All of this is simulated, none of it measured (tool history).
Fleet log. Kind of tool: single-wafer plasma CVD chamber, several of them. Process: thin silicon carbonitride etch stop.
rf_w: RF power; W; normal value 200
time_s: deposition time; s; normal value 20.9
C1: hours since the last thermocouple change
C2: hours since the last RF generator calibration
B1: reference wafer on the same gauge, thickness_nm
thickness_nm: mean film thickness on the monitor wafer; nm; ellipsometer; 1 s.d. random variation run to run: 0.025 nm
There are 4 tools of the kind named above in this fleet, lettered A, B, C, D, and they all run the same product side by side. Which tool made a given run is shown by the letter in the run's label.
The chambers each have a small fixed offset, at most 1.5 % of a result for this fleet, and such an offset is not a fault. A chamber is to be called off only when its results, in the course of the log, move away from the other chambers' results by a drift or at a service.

{"run": "1D", "hour": 4.0, "rf_w": 200, "time_s": 20.9, "C1": 1357, "C2": 946, "B1": 12.703, "thickness_nm": 12.012}
{"run": "2B", "hour": 10.7, "rf_w": 200, "time_s": 20.9, "C1": 1631.1, "C2": 1303.9, "B1": 12.702, "thickness_nm": 11.815}
{"run": "3C", "hour": 17.4, "rf_w": 200, "time_s": 20.9, "C1": 1777.2, "C2": 863.7, "B1": 12.695, "thickness_nm": 11.777}
{"run": "4A", "hour": 21.4, "rf_w": 200, "time_s": 20.9, "C1": 1560.6, "C2": 901.6, "B1": 12.697, "thickness_nm": 11.932}
{"run": "5B", "hour": 24.6, "rf_w": 200, "time_s": 20.9, "C1": 1645, "C2": 1317.8, "B1": 12.7, "thickness_nm": 11.824}
{"run": "6D", "hour": 28.9, "rf_w": 200, "time_s": 20.9, "C1": 1381.9, "C2": 970.9, "B1": 12.699, "thickness_nm": 11.979}
{"run": "7A", "hour": 33.8, "rf_w": 200, "time_s": 20.9, "C1": 1573, "C2": 914, "B1": 12.705, "thickness_nm": 11.862}
{"run": "8C", "hour": 37.3, "rf_w": 200, "time_s": 20.9, "C1": 1797.1, "C2": 883.6, "B1": 12.702, "thickness_nm": 11.761}
{"run": "9D", "hour": 41.0, "rf_w": 200, "time_s": 20.9, "C1": 1394, "C2": 983, "B1": 12.697, "thickness_nm": 11.99}
{"run": "10A", "hour": 46.1, "rf_w": 200, "time_s": 20.9, "C1": 1585.3, "C2": 926.3, "B1": 12.704, "thickness_nm": 11.81}
{"run": "11B", "hour": 51.9, "rf_w": 200, "time_s": 20.9, "C1": 1672.3, "C2": 1345.1, "B1": 12.701, "thickness_nm": 11.815}
{"run": "12C", "hour": 55.3, "rf_w": 200, "time_s": 20.9, "C1": 1815.1, "C2": 901.6, "B1": 12.694, "thickness_nm": 11.738}
{"run": "13D", "hour": 58.3, "rf_w": 200, "time_s": 20.9, "C1": 1411.3, "C2": 1000.3, "B1": 12.703, "thickness_nm": 12.074}
{"run": "14A", "hour": 63.9, "rf_w": 200, "time_s": 20.9, "C1": 1603.1, "C2": 944.1, "B1": 12.706, "thickness_nm": 11.838}
{"run": "15C", "hour": 67.1, "rf_w": 200, "time_s": 20.9, "C1": 1826.9, "C2": 913.4, "B1": 12.7, "thickness_nm": 11.714}
{"run": "16B", "hour": 70.4, "rf_w": 200, "time_s": 20.9, "C1": 1690.8, "C2": 1363.6, "B1": 12.699, "thickness_nm": 11.799}
{"run": "17B", "hour": 76.7, "rf_w": 215, "time_s": 22.6, "C1": 1697.1, "C2": 1369.9, "B1": 12.7, "thickness_nm": 13.049}
{"run": "18D", "hour": 81.2, "rf_w": 215, "time_s": 22.6, "C1": 1434.2, "C2": 1023.2, "B1": 12.698, "thickness_nm": 13.269}
{"run": "19A", "hour": 88.0, "rf_w": 215, "time_s": 22.6, "C1": 1627.2, "C2": 968.2, "B1": 12.698, "thickness_nm": 12.988}
{"run": "20C", "hour": 92.0, "rf_w": 215, "time_s": 22.6, "C1": 1851.8, "C2": 938.3, "B1": 12.701, "thickness_nm": 12.987}
{"run": "21A", "hour": 96.5, "rf_w": 165, "time_s": 20.9, "C1": 1635.7, "C2": 976.7, "B1": 12.698, "thickness_nm": 11.125}
{"run": "22D", "hour": 100.7, "rf_w": 165, "time_s": 20.9, "C1": 1453.7, "C2": 1042.7, "B1": 12.7, "thickness_nm": 11.371}
{"run": "23C", "hour": 105.2, "rf_w": 165, "time_s": 20.9, "C1": 1865, "C2": 951.5, "B1": 12.701, "thickness_nm": 11.062}
{"run": "24B", "hour": 109.4, "rf_w": 165, "time_s": 20.9, "C1": 1729.8, "C2": 1402.6, "B1": 12.696, "thickness_nm": 11.172}
{"run": "25A", "hour": 115.4, "rf_w": 200, "time_s": 20.9, "C1": 1654.6, "C2": 995.6, "B1": 12.696, "thickness_nm": 11.709}
{"run": "26C", "hour": 120.5, "rf_w": 200, "time_s": 20.9, "C1": 1880.3, "C2": 966.8, "B1": 12.699, "thickness_nm": 11.738}
{"run": "27B", "hour": 123.6, "rf_w": 200, "time_s": 20.9, "C1": 1744, "C2": 1416.8, "B1": 12.696, "thickness_nm": 11.787}
{"run": "28D", "hour": 129.0, "rf_w": 200, "time_s": 20.9, "C1": 1482, "C2": 1071, "B1": 12.7, "thickness_nm": 12.017}
{"run": "29D", "hour": 133.6, "rf_w": 200, "time_s": 20.9, "C1": 1486.6, "C2": 1075.6, "B1": 12.705, "thickness_nm": 12.05}
{"run": "30C", "hour": 139.4, "rf_w": 200, "time_s": 20.9, "C1": 1899.2, "C2": 985.7, "B1": 12.694, "thickness_nm": 11.736}
{"run": "31B", "hour": 145.0, "rf_w": 200, "time_s": 20.9, "C1": 1765.4, "C2": 1438.2, "B1": 12.705, "thickness_nm": 11.81}
{"run": "32A", "hour": 148.7, "rf_w": 200, "time_s": 20.9, "C1": 1687.9, "C2": 1028.9, "B1": 12.698, "thickness_nm": 11.636}
{"run": "33A", "hour": 152.8, "rf_w": 170, "time_s": 20.9, "C1": 1692, "C2": 1033, "B1": 12.7, "thickness_nm": 11.12}
{"run": "34B", "hour": 158.8, "rf_w": 170, "time_s": 20.9, "C1": 1779.2, "C2": 1452, "B1": 12.696, "thickness_nm": 11.228}
{"run": "35C", "hour": 161.9, "rf_w": 170, "time_s": 20.9, "C1": 1921.7, "C2": 1008.2, "B1": 12.702, "thickness_nm": 11.187}

Is one chamber out of step, is the gauge drifting, or do the chambers differ by no more than their own small offsets? For an off chamber, give its letter and the likeliest cause.

One chamber, A, drifts off from the rest bit by bit.
Cause: delivered RF power below the setpoint (%) = 8.01.

Which of the 4 candidates below, each the usual settings with something changed and its results left as question marks, puts chamber A back in line with what the other chambers give on the usual settings?
A result is in line if it is within this distance of the other chambers' mean on the usual settings: thickness_nm 0.095 nm
{"run": "36A-1", "hour": 166.8, "rf_w": 185, "time_s": 20.9, "thickness_nm": "?"}
{"run": "36A-2", "hour": 166.8, "rf_w": 200, "time_s": 21.7, "thickness_nm": "?"}
{"run": "36A-3", "hour": 166.8, "rf_w": 200, "time_s": 21.3, "thickness_nm": "?"}
{"run": "36A-4", "hour": 166.8, "rf_w": 200, "time_s": 20.1, "thickness_nm": "?"}

Other chambers, usual settings, mean: thickness_nm 11.861 nm
run=36A-1 thickness_nm=11.377
run=36A-2 thickness_nm=12.087
run=36A-3 thickness_nm=11.864
run=36A-4 thickness_nm=11.196
36A-3 brings the chamber back in line.
